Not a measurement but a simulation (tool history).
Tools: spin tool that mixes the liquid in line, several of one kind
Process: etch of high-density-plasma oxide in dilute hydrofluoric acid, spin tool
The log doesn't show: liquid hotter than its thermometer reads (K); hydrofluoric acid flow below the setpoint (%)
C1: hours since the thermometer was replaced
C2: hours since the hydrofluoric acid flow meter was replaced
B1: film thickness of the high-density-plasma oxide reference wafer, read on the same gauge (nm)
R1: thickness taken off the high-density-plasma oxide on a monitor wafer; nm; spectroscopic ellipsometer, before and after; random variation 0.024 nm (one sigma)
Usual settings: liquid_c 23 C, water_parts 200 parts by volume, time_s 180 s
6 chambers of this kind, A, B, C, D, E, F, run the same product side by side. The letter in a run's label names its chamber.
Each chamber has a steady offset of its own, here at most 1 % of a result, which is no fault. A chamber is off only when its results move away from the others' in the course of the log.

{"run": "1F", "day": 0.533, "liquid_c": 23, "water_parts": 200, "time_s": 180, "C1": 536.7, "C2": 701.4, "B1": 90.01, "R1": 3.9501}
{"run": "2E", "day": 0.983, "liquid_c": 23, "water_parts": 200, "time_s": 180, "C1": 626.9, "C2": 475.7, "B1": 90.008, "R1": 3.9833}
{"run": "3D", "day": 1.55, "liquid_c": 23, "water_parts": 200, "time_s": 180, "C1": 157.9, "C2": 334.4, "B1": 90.006, "R1": 3.9529}
{"run": "4A", "day": 2.196, "liquid_c": 23, "water_parts": 200, "time_s": 180, "C1": 114.0, "C2": 1310.8, "B1": 89.997, "R1": 3.9448}
{"run": "5B", "day": 2.633, "liquid_c": 23, "water_parts": 200, "time_s": 255, "C1": 530.3, "C2": 505.8, "B1": 89.987, "R1": 5.486}
{"run": "6C", "day": 2.988, "liquid_c": 23, "water_parts": 200, "time_s": 255, "C1": 1422.6, "C2": 244.2, "B1": 89.988, "R1": 5.5768}
{"run": "7E", "day": 3.333, "liquid_c": 23, "water_parts": 200, "time_s": 255, "C1": 683.3, "C2": 532.1, "B1": 90.001, "R1": 5.6331}
{"run": "8B", "day": 3.996, "liquid_c": 23, "water_parts": 200, "time_s": 255, "C1": 563.0, "C2": 538.5, "B1": 90.0, "R1": 5.5274}
{"run": "9C", "day": 4.638, "liquid_c": 23, "water_parts": 200, "time_s": 255, "C1": 1462.2, "C2": 283.8, "B1": 89.99, "R1": 5.5602}
{"run": "10A", "day": 4.942, "liquid_c": 23, "water_parts": 200, "time_s": 255, "C1": 179.9, "C2": 1376.7, "B1": 90.003, "R1": 5.5467}
{"run": "11F", "day": 5.246, "liquid_c": 23, "water_parts": 200, "time_s": 260, "C1": 649.8, "C2": 814.5, "B1": 89.993, "R1": 5.6763}
{"run": "12D", "day": 5.867, "liquid_c": 23, "water_parts": 200, "time_s": 260, "C1": 261.5, "C2": 438.0, "B1": 90.005, "R1": 5.6479}
{"run": "13F", "day": 6.162, "liquid_c": 23, "water_parts": 200, "time_s": 260, "C1": 671.8, "C2": 836.5, "B1": 90.0, "R1": 5.6512}
{"run": "14E", "day": 6.475, "liquid_c": 23, "water_parts": 200, "time_s": 260, "C1": 758.7, "C2": 607.5, "B1": 90.023, "R1": 5.6801}
{"run": "15C", "day": 6.812, "liquid_c": 23, "water_parts": 200, "time_s": 260, "C1": 1514.4, "C2": 336.0, "B1": 90.008, "R1": 5.6971}
{"run": "16A", "day": 7.242, "liquid_c": 23, "water_parts": 200, "time_s": 260, "C1": 235.1, "C2": 1431.9, "B1": 89.991, "R1": 5.7028}
{"run": "17D", "day": 7.533, "liquid_c": 23, "water_parts": 200, "time_s": 180, "C1": 301.5, "C2": 478.0, "B1": 89.995, "R1": 3.913}
{"day": 8.167, "done": "chamber C: thermometer replaced"}
{"run": "18B", "day": 8.183, "liquid_c": 23, "water_parts": 200, "time_s": 180, "C1": 663.5, "C2": 639.0, "B1": 89.992, "R1": 3.8531}
{"run": "19F", "day": 8.708, "liquid_c": 23, "water_parts": 200, "time_s": 180, "C1": 732.9, "C2": 897.6, "B1": 89.999, "R1": 3.9321}
{"run": "20E", "day": 9.246, "liquid_c": 23, "water_parts": 265, "time_s": 225, "C1": 825.2, "C2": 674.0, "B1": 89.995, "R1": 3.4921}
{"run": "21B", "day": 9.542, "liquid_c": 23, "water_parts": 265, "time_s": 225, "C1": 696.1, "C2": 671.6, "B1": 89.984, "R1": 3.465}
{"run": "22A", "day": 9.917, "liquid_c": 23, "water_parts": 265, "time_s": 225, "C1": 299.3, "C2": 1496.1, "B1": 89.985, "R1": 3.4464}
{"run": "23D", "day": 10.3, "liquid_c": 23, "water_parts": 265, "time_s": 225, "C1": 367.9, "C2": 544.4, "B1": 89.988, "R1": 3.4277}
{"run": "24C", "day": 10.896, "liquid_c": 23, "water_parts": 265, "time_s": 225, "C1": 65.6, "C2": 434.0, "B1": 89.992, "R1": 3.4957}
{"run": "25D", "day": 11.204, "liquid_c": 23, "water_parts": 265, "time_s": 225, "C1": 389.6, "C2": 566.1, "B1": 89.99, "R1": 3.459}
{"run": "26F", "day": 11.746, "liquid_c": 23, "water_parts": 200, "time_s": 180, "C1": 805.8, "C2": 970.5, "B1": 90.0, "R1": 3.9181}
{"run": "27E", "day": 12.038, "liquid_c": 23, "water_parts": 200, "time_s": 180, "C1": 892.2, "C2": 741.0, "B1": 90.001, "R1": 3.971}
{"run": "28C", "day": 12.667, "liquid_c": 20, "water_parts": 200, "time_s": 270, "C1": 108.1, "C2": 476.5, "B1": 90.012, "R1": 5.2325}
{"run": "29B", "day": 13.296, "liquid_c": 20, "water_parts": 200, "time_s": 270, "C1": 786.2, "C2": 761.7, "B1": 90.014, "R1": 5.215}
{"run": "30A", "day": 13.679, "liquid_c": 20, "water_parts": 200, "time_s": 270, "C1": 389.6, "C2": 1586.4, "B1": 89.999, "R1": 5.1917}
{"run": "31E", "day": 14.038, "liquid_c": 20, "water_parts": 200, "time_s": 270, "C1": 940.2, "C2": 789.0, "B1": 89.99, "R1": 5.2949}
{"run": "32D", "day": 14.625, "liquid_c": 20, "water_parts": 200, "time_s": 270, "C1": 471.7, "C2": 648.2, "B1": 89.998, "R1": 5.2213}
{"run": "33F", "day": 15.129, "liquid_c": 20, "water_parts": 200, "time_s": 270, "C1": 887.0, "C2": 1051.7, "B1": 90.012, "R1": 5.2661}
{"run": "34C", "day": 15.783, "liquid_c": 23, "water_parts": 200, "time_s": 180, "C1": 182.9, "C2": 551.3, "B1": 90.0, "R1": 3.9018}
{"run": "35B", "day": 16.292, "liquid_c": 23, "water_parts": 200, "time_s": 180, "C1": 858.1, "C2": 833.6, "B1": 89.985, "R1": 3.8907}
{"run": "36A", "day": 16.912, "liquid_c": 23, "water_parts": 200, "time_s": 180, "C1": 467.2, "C2": 1664.0, "B1": 90.01, "R1": 3.7928}
{"run": "37C", "day": 17.492, "liquid_c": 27, "water_parts": 240, "time_s": 180, "C1": 223.9, "C2": 592.3, "B1": 89.997, "R1": 3.6386}
{"run": "38F", "day": 18.125, "liquid_c": 27, "water_parts": 240, "time_s": 180, "C1": 958.9, "C2": 1123.6, "B1": 90.019, "R1": 3.6072}
{"run": "39B", "day": 18.462, "liquid_c": 27, "water_parts": 240, "time_s": 180, "C1": 910.2, "C2": 885.7, "B1": 89.994, "R1": 3.5876}
{"run": "40A", "day": 18.958, "liquid_c": 27, "water_parts": 240, "time_s": 180, "C1": 516.3, "C2": 1713.1, "B1": 90.008, "R1": 3.5038}
{"run": "41E", "day": 19.517, "liquid_c": 27, "water_parts": 240, "time_s": 180, "C1": 1071.7, "C2": 920.5, "B1": 90.005, "R1": 3.6413}
{"run": "42D", "day": 19.838, "liquid_c": 27, "water_parts": 240, "time_s": 180, "C1": 596.8, "C2": 773.3, "B1": 90.001, "R1": 3.6178}
{"run": "43A", "day": 20.217, "liquid_c": 23, "water_parts": 200, "time_s": 180, "C1": 546.5, "C2": 1743.3, "B1": 89.99, "R1": 3.7499}

Is one chamber off against the others, does the gauge drift, or is nothing wrong? If a chamber is off, say which, and what the likeliest cause is.

Chamber A drifts away from the others.
Cause: hydrofluoric acid flow below the setpoint (%) = 4.5.
The log may not tell that from: liquid colder than its thermometer reads (K).

Here are 4 candidates for chamber A's next run, each the usual settings with a change, their results left as question marks. Which one brings its results back in line with what the others give on the usual settings?
In line means no further than this from the other chambers' mean on the usual settings: R1 0.0820 nm
{"run": "44A-1", "day": 20.704, "liquid_c": 23.0, "water_parts": 195, "time_s": 185, "R1": "?"}
{"run": "44A-2", "day": 20.704, "liquid_c": 22.5, "water_parts": 200, "time_s": 180, "R1": "?"}
{"run": "44A-3", "day": 20.704, "liquid_c": 23.0, "water_parts": 210, "time_s": 180, "R1": "?"}
{"run": "44A-4", "day": 20.704, "liquid_c": 23.5, "water_parts": 200, "time_s": 180, "R1": "?"}

The other chambers' mean on the usual settings: R1 3.9311 nm
run=44A-1 R1=3.9624
run=44A-2 R1=3.6692
run=44A-3 R1=3.5213
run=44A-4 R1=3.8093
44A-1 brings the chamber back in line.
